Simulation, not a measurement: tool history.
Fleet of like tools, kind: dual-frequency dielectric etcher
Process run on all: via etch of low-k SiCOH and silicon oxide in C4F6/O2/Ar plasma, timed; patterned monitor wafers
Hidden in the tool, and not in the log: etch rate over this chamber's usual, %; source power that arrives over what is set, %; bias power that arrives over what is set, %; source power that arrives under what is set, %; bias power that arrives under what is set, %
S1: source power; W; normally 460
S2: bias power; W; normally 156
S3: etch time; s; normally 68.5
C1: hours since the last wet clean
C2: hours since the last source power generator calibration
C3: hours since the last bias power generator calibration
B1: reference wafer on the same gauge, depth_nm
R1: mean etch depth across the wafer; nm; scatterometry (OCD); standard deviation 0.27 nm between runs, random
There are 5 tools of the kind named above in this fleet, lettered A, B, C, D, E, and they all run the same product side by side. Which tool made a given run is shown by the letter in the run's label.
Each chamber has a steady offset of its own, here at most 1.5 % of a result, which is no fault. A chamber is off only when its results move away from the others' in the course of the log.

run   hour   S1   S2    S3     C1      C2      C3      B1      R1
       6.7  -- chamber A: source power generator calibrated
 1D   13.6  460  156  68.5  267.2   777.2  1394.1  180.02  180.82
        19  -- chamber B: bias power generator calibrated
 2A     22  460  156  68.5  331.1    15.3    1490  180.16  178.95
 3E   36.3  460  156  68.5  256.7   344.3  2277.1  180.01  179.91
        42  -- chamber C: wet clean of the chamber
 4C   44.2  460  156  68.5    2.2   546.5    2538  180.12  181.68
 5B   52.8  460  156  68.5  180.3  2170.4    33.9  180.18  182.82
 6E   63.5  460  156  68.5  283.9   371.5  2304.3  180.18  180.37
 7D   77.8  530  156  82.5  331.4   841.4  1458.3  180.25  230.81
 8C   87.5  530  156  82.5   45.5   589.8  2581.3  180.27     231
 9A   93.7  530  156  82.5  402.8      87  1561.7  180.34  228.36
10B  103.2  530  156  82.5  230.7  2220.8    84.3  180.34  233.05
11A  110.9  530  156  82.5    420   104.2  1578.9  180.26  229.07
12E  122.6  460  156  68.5    343   430.6  2363.4  180.34  180.56
13D  129.4  460  156  68.5    383     893  1509.9  180.45  180.78
14B  140.9  460  178  75.5  268.4  2258.5     122  180.47  210.78
15C  152.7  460  178  75.5  110.7     655  2646.5  180.49  209.34
16C  166.6  460  178  75.5  124.6   668.9  2660.4  180.45  209.75
17A  178.9  460  178  75.5    488   172.2  1646.9  180.53  207.43
     189.4  -- chamber A: wet clean of the chamber
18B    193  460  178  75.5  320.5  2310.6   174.1   180.6  210.87
19E  200.9  460  123  54.5  421.3   508.9  2441.7  180.49   134.5
     210.4  -- chamber E: wet clean of the chamber
20D    211  460  123  54.5  464.6   974.6  1591.5  180.63  134.02
21B    225  460  123  54.5  352.5  2342.6   206.1  180.74  136.14
22C  235.7  460  123  54.5  193.7     738  2729.5  180.67  135.42
23D  245.9  460  123  54.5  499.5  1009.5  1626.4  180.66  133.93
24A  258.6  460  156  68.5   69.3   251.9  1726.6  180.71  180.32
25E  272.7  460  156  68.5   62.4   580.7  2513.5  180.75  180.73
26C  280.8  460  156  68.5  238.8   783.1  2774.6   180.8  182.73
27A  288.5  460  156  68.5   99.2   281.8  1756.5  180.81  179.88
28B  301.6  460  156  68.5  429.1  2419.2   282.7   180.9  183.76
29D  307.9  400  137  68.5  561.5  1071.5  1688.4   180.9  164.62
     310.6  -- chamber B: wet clean of the chamber
30E  316.7  400  137  68.5  106.4   624.7  2557.5  180.89  164.94
31E  324.2  400  137  68.5  113.9   632.2    2565  180.93  164.98
     325.8  -- chamber D: wet clean of the chamber
32D  336.4  400  137  68.5   10.7    1100  1716.9  180.95  164.93
33B  347.5  400  137  68.5     37  2465.1   328.6  180.97  167.84
     353.7  -- chamber B: source power generator calibrated
34A  359.4  460  156  68.5  170.1   352.7  1827.4  181.06  180.39
35C  370.1  460  156  68.5  328.1   872.4  2863.9  181.02  182.35
36B  383.8  460  156  68.5   73.3    30.2   364.9  181.08  184.05

Predict what each chamber gives when all 5 of them run the settings below next.
37A  394.2  460  156  49.5                   ?
37B  394.2  460  156  49.5                   ?
37C  394.2  460  156  49.5                   ?
37D  394.2  460  156  49.5                   ?
37E  394.2  460  156  49.5                   ?

run      R1
37A  130.34
37B  133.01
37C  132.12
37D  131.23
37E  131.05
